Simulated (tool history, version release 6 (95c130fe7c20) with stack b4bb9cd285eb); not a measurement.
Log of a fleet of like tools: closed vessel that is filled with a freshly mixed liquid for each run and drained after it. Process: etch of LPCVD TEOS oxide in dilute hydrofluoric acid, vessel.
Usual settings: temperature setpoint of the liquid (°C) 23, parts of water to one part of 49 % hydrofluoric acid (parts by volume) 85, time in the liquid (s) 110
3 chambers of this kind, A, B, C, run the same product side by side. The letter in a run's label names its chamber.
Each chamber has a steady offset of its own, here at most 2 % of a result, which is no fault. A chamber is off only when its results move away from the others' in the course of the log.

run,hour,temperature setpoint of the liquid (°C),parts of water to one part of 49 % hydrofluoric acid (parts by volume),time in the liquid (s),hours since the thermometer was replaced,hours since the hydrofluoric acid flow meter was replaced,"read-back film thickness of the LPCVD TEOS oxide reference wafer, read on the same gauge (nm)",thickness taken off the LPCVD TEOS oxide on a monitor wafer (nm)
1B,3.7,23,85,110,1243.5,454.2,89.992,21.373
2A,6.2,23,85,110,2113.3,281,90.003,21.394
3C,9.4,23,85,110,180.3,2300.3,89.996,21.104
4C,13,23,85,110,183.9,2303.9,89.991,21.172
5B,17,23,85,110,1256.8,467.5,89.985,21.435
6A,21,23,85,110,2128.1,295.8,90.002,21.403
7B,24.9,23,85,110,1264.7,475.4,90.006,21.54
8A,29.7,23,60,85,2136.8,304.5,89.992,24.218
9C,32.1,23,60,85,203,2323,90.009,24.033
10C,36.7,23,60,85,207.6,2327.6,90,23.77
11B,40.9,23,85,110,1280.7,491.4,90.008,21.244
12A,45.7,23,115,150,2152.8,320.5,89.982,20.028
13C,48.3,23,115,150,219.2,2339.2,90.016,20.641
14A,50.4,23,115,150,2157.5,325.2,90.002,19.807
15B,53.1,23,85,50,1292.9,503.6,89.995,9.6831
16C,55.2,23,85,50,226.1,2346.1,89.974,9.5843
17B,58.6,23,85,50,1298.4,509.1,89.999,9.8853
18A,61.9,18,85,110,2169,336.7,90.015,16.663
19B,64.9,18,85,110,1304.7,515.4,89.986,17.403
20C,69.6,18,85,110,240.5,2360.5,90.002,17.5
# hour 72.9: chamber A: thermometer replaced
21A,73.2,23,95,110,0.3,348,89.985,17.805
22B,76.4,23,95,110,1316.2,526.9,90.004,18.835
23C,79.6,23,95,110,250.5,2370.5,89.992,18.749
24A,82.4,23,60,155,9.5,357.2,90.001,40.966
25C,86.8,23,60,155,257.7,2377.7,90.011,43.223
26A,91.3,23,60,155,18.4,366.1,90.022,40.864

Is one chamber off against the others, does the gauge drift, or is nothing wrong? If a chamber is off, say which, and what the likeliest cause is.

Chamber A drifts away from the others.
Cause: hydrofluoric acid flow below the setpoint (%) = 8.04.

Here are 4 candidates for chamber A's next run, each the usual settings with a change, their results left as question marks. Which one brings its results back in line with what the others give on the usual settings?
In line means no further than this from the other chambers' mean on the usual settings: thickness taken off the LPCVD TEOS oxide on a monitor wafer (nm) 0.69
27A-1,94.8,22.5,85,110,,,,?
27A-2,94.8,25,85,110,,,,?
27A-3,94.8,23,90,110,,,,?
27A-4,94.8,23.5,85,110,,,,?

The other chambers' mean on the usual settings: thickness taken off the LPCVD TEOS oxide on a monitor wafer (nm) 21.254
run,thickness taken off the LPCVD TEOS oxide on a monitor wafer (nm)
27A-1,19.419
27A-2,21.449
27A-3,18.581
27A-4,20.208
27A-2 brings the chamber back in line.
